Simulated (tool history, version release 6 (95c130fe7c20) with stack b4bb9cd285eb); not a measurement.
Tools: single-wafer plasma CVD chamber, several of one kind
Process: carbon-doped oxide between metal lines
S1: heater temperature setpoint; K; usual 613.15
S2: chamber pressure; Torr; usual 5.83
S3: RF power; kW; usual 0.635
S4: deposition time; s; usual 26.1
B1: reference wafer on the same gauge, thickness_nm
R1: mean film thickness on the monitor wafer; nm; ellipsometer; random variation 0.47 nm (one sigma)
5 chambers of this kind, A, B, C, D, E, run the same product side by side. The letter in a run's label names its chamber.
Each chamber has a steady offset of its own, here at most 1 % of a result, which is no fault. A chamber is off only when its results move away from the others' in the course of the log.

run 1C day=0.412 | S1=613.15 S2=5.83 S3=0.635 S4=26.1 | B1=172.02 | R1=161.29
run 2E day=0.779 | S1=613.15 S2=5.83 S3=0.635 S4=26.1 | B1=172.04 | R1=163.58
run 3D day=1.021 | S1=613.15 S2=5.83 S3=0.635 S4=26.1 | B1=171.78 | R1=163.87
-- day=1.229 chamber E: thermocouple changed; heater temperature recalibrated
run 4A day=1.375 | S1=613.15 S2=5.83 S3=0.635 S4=26.1 | B1=171.96 | R1=164.88
run 5B day=1.812 | S1=613.15 S2=5.83 S3=0.635 S4=26.1 | B1=171.97 | R1=162.29
run 6E day=2.133 | S1=613.15 S2=5.83 S3=0.635 S4=26.1 | B1=172.04 | R1=163.18
run 7D day=2.383 | S1=613.15 S2=5.83 S3=0.635 S4=26.1 | B1=172.08 | R1=163.47
run 8B day=2.633 | S1=613.15 S2=5.83 S3=0.635 S4=26.1 | B1=171.92 | R1=163.50
run 9C day=3.008 | S1=613.15 S2=5.83 S3=0.635 S4=26.1 | B1=172.11 | R1=161.75
run 10A day=3.354 | S1=613.15 S2=4.98 S3=0.635 S4=26.1 | B1=171.99 | R1=161.42
run 11B day=3.625 | S1=613.15 S2=4.98 S3=0.635 S4=26.1 | B1=171.94 | R1=159.98
run 12D day=3.892 | S1=613.15 S2=4.98 S3=0.635 S4=26.1 | B1=171.99 | R1=160.84
run 13C day=4.296 | S1=613.15 S2=4.98 S3=0.635 S4=26.1 | B1=171.94 | R1=157.77
run 14A day=4.575 | S1=613.15 S2=4.98 S3=0.635 S4=26.1 | B1=172.05 | R1=161.54
run 15E day=5.050 | S1=613.15 S2=5.83 S3=0.635 S4=26.1 | B1=171.87 | R1=163.33
run 16B day=5.454 | S1=613.15 S2=5.83 S3=0.635 S4=26.1 | B1=172.07 | R1=162.61
run 17C day=5.862 | S1=613.15 S2=5.83 S3=0.635 S4=26.1 | B1=172.02 | R1=161.32
run 18A day=6.321 | S1=613.15 S2=5.83 S3=0.635 S4=26.1 | B1=172.13 | R1=164.27
run 19E day=6.721 | S1=613.15 S2=5.83 S3=0.635 S4=26.1 | B1=172.02 | R1=163.69
run 20D day=6.942 | S1=613.15 S2=5.83 S3=0.635 S4=26.1 | B1=172.05 | R1=164.06
run 21E day=7.188 | S1=613.15 S2=5.83 S3=0.635 S4=26.1 | B1=172.08 | R1=163.14
run 22C day=7.408 | S1=613.15 S2=6.39 S3=0.720 S4=26.1 | B1=172.06 | R1=175.98
run 23D day=7.821 | S1=613.15 S2=6.39 S3=0.720 S4=26.1 | B1=171.97 | R1=178.79
-- day=7.892 chamber C: capacitance manometer re-zeroed and calibrated
run 24A day=8.275 | S1=613.15 S2=6.39 S3=0.720 S4=26.1 | B1=171.93 | R1=179.16
run 25B day=8.575 | S1=613.15 S2=6.39 S3=0.720 S4=26.1 | B1=172.07 | R1=177.75
run 26E day=8.788 | S1=613.15 S2=6.39 S3=0.720 S4=26.1 | B1=172.15 | R1=177.54
run 27D day=9.221 | S1=613.15 S2=5.83 S3=0.635 S4=26.1 | B1=172.04 | R1=163.15
-- day=9.604 chamber E: capacitance manometer re-zeroed and calibrated
run 28A day=9.683 | S1=613.15 S2=5.83 S3=0.635 S4=26.1 | B1=171.95 | R1=164.44
run 29C day=10.054 | S1=613.15 S2=5.83 S3=0.635 S4=26.1 | B1=171.96 | R1=161.00
run 30B day=10.283 | S1=613.15 S2=5.83 S3=0.635 S4=26.1 | B1=171.94 | R1=163.69
run 31E day=10.512 | S1=613.15 S2=5.83 S3=0.635 S4=26.1 | B1=171.95 | R1=163.33
run 32A day=10.842 | S1=613.15 S2=5.83 S3=0.635 S4=26.1 | B1=172.07 | R1=163.43
run 33B day=11.262 | S1=613.15 S2=6.34 S3=0.635 S4=28.0 | B1=172.04 | R1=175.84
run 34C day=11.479 | S1=613.15 S2=6.34 S3=0.635 S4=28.0 | B1=172.04 | R1=174.40
-- day=11.562 chamber E: RF generator calibrated
run 35D day=11.900 | S1=613.15 S2=6.34 S3=0.635 S4=28.0 | B1=171.89 | R1=177.33
run 36D day=12.188 | S1=613.15 S2=6.34 S3=0.635 S4=28.0 | B1=171.95 | R1=177.49
run 37B day=12.558 | S1=613.15 S2=6.34 S3=0.635 S4=28.0 | B1=172.04 | R1=176.99
run 38E day=12.850 | S1=613.15 S2=5.83 S3=0.635 S4=26.1 | B1=172.06 | R1=162.79
run 39A day=13.279 | S1=613.15 S2=5.83 S3=0.635 S4=26.1 | B1=171.98 | R1=164.10
run 40C day=13.579 | S1=613.15 S2=5.83 S3=0.635 S4=26.1 | B1=172.13 | R1=161.55
run 41C day=13.825 | S1=613.15 S2=5.83 S3=0.635 S4=26.1 | B1=171.87 | R1=160.98
run 42D day=14.108 | S1=613.15 S2=5.83 S3=0.635 S4=26.1 | B1=171.93 | R1=163.32
-- day=14.325 chamber A: RF generator calibrated
run 43A day=14.571 | S1=613.15 S2=5.83 S3=0.635 S4=26.1 | B1=171.96 | R1=164.59
run 44E day=14.829 | S1=613.15 S2=5.83 S3=0.635 S4=26.1 | B1=172.13 | R1=163.60

All 5 chambers run these settings next. Forecast each chamber's results:
run 45A day=15.167 | S1=613.15 S2=5.83 S3=0.635 S4=26.1 | R1=?
run 45B day=15.167 | S1=613.15 S2=5.83 S3=0.635 S4=26.1 | R1=?
run 45C day=15.167 | S1=613.15 S2=5.83 S3=0.635 S4=26.1 | R1=?
run 45D day=15.167 | S1=613.15 S2=5.83 S3=0.635 S4=26.1 | R1=?
run 45E day=15.167 | S1=613.15 S2=5.83 S3=0.635 S4=26.1 | R1=?

run=45A R1=164.27
run=45B R1=163.41
run=45C R1=161.77
run=45D R1=163.82
run=45E R1=163.36
